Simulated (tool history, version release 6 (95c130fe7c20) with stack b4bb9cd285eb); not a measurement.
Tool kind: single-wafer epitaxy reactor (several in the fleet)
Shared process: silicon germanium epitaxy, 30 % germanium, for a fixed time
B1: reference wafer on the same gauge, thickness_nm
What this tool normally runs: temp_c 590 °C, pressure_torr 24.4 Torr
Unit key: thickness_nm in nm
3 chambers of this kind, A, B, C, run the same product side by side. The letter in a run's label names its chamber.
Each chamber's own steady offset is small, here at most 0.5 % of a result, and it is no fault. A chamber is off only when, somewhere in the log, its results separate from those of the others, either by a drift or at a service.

run 1A hour=7.4 | temp_c=590 pressure_torr=24.4 | B1=50.185 | thickness_nm=52.995
run 2C hour=12.5 | temp_c=590 pressure_torr=24.4 | B1=50.179 | thickness_nm=53.348
run 3B hour=17.3 | temp_c=590 pressure_torr=24.4 | B1=50.167 | thickness_nm=52.931
run 4C hour=23.0 | temp_c=590 pressure_torr=24.4 | B1=50.171 | thickness_nm=53.198
-- hour=23.5 chamber C: capacitance manometer re-zeroed and calibrated
run 5A hour=31.3 | temp_c=596 pressure_torr=29.6 | B1=50.149 | thickness_nm=64.084
run 6B hour=40.3 | temp_c=596 pressure_torr=29.6 | B1=50.135 | thickness_nm=63.813
run 7B hour=44.9 | temp_c=596 pressure_torr=29.6 | B1=50.126 | thickness_nm=63.791
run 8C hour=51.6 | temp_c=590 pressure_torr=24.4 | B1=50.121 | thickness_nm=53.201
run 9A hour=59.3 | temp_c=590 pressure_torr=24.4 | B1=50.109 | thickness_nm=52.932
run 10C hour=65.7 | temp_c=590 pressure_torr=24.4 | B1=50.103 | thickness_nm=53.209
run 11B hour=74.8 | temp_c=590 pressure_torr=24.4 | B1=50.086 | thickness_nm=52.760
run 12A hour=79.3 | temp_c=590 pressure_torr=24.4 | B1=50.081 | thickness_nm=52.858
run 13B hour=88.1 | temp_c=590 pressure_torr=24.4 | B1=50.058 | thickness_nm=52.800
run 14C hour=92.3 | temp_c=590 pressure_torr=24.4 | B1=50.050 | thickness_nm=53.144
run 15A hour=98.7 | temp_c=590 pressure_torr=24.4 | B1=50.053 | thickness_nm=52.785
run 16B hour=105.7 | temp_c=590 pressure_torr=24.4 | B1=50.035 | thickness_nm=52.659
run 17C hour=114.1 | temp_c=590 pressure_torr=24.4 | B1=50.023 | thickness_nm=53.194
run 18A hour=119.1 | temp_c=590 pressure_torr=24.4 | B1=50.006 | thickness_nm=52.877
run 19A hour=124.4 | temp_c=590 pressure_torr=24.4 | B1=50.012 | thickness_nm=52.839
run 20C hour=129.7 | temp_c=590 pressure_torr=24.4 | B1=49.997 | thickness_nm=53.093
run 21B hour=137.2 | temp_c=590 pressure_torr=24.4 | B1=49.987 | thickness_nm=52.627
run 22B hour=142.0 | temp_c=590 pressure_torr=24.4 | B1=49.967 | thickness_nm=52.618
run 23A hour=149.8 | temp_c=602 pressure_torr=28.5 | B1=49.973 | thickness_nm=70.157

Is one chamber out of step, is the gauge drifting, or do the chambers differ by no more than their own small offsets? For an off chamber, give its letter and the likeliest cause.

Gauge drift. The chambers move together only on paper, and none stands off.
Likeliest cause: gauge reads low (%) = 0.489.
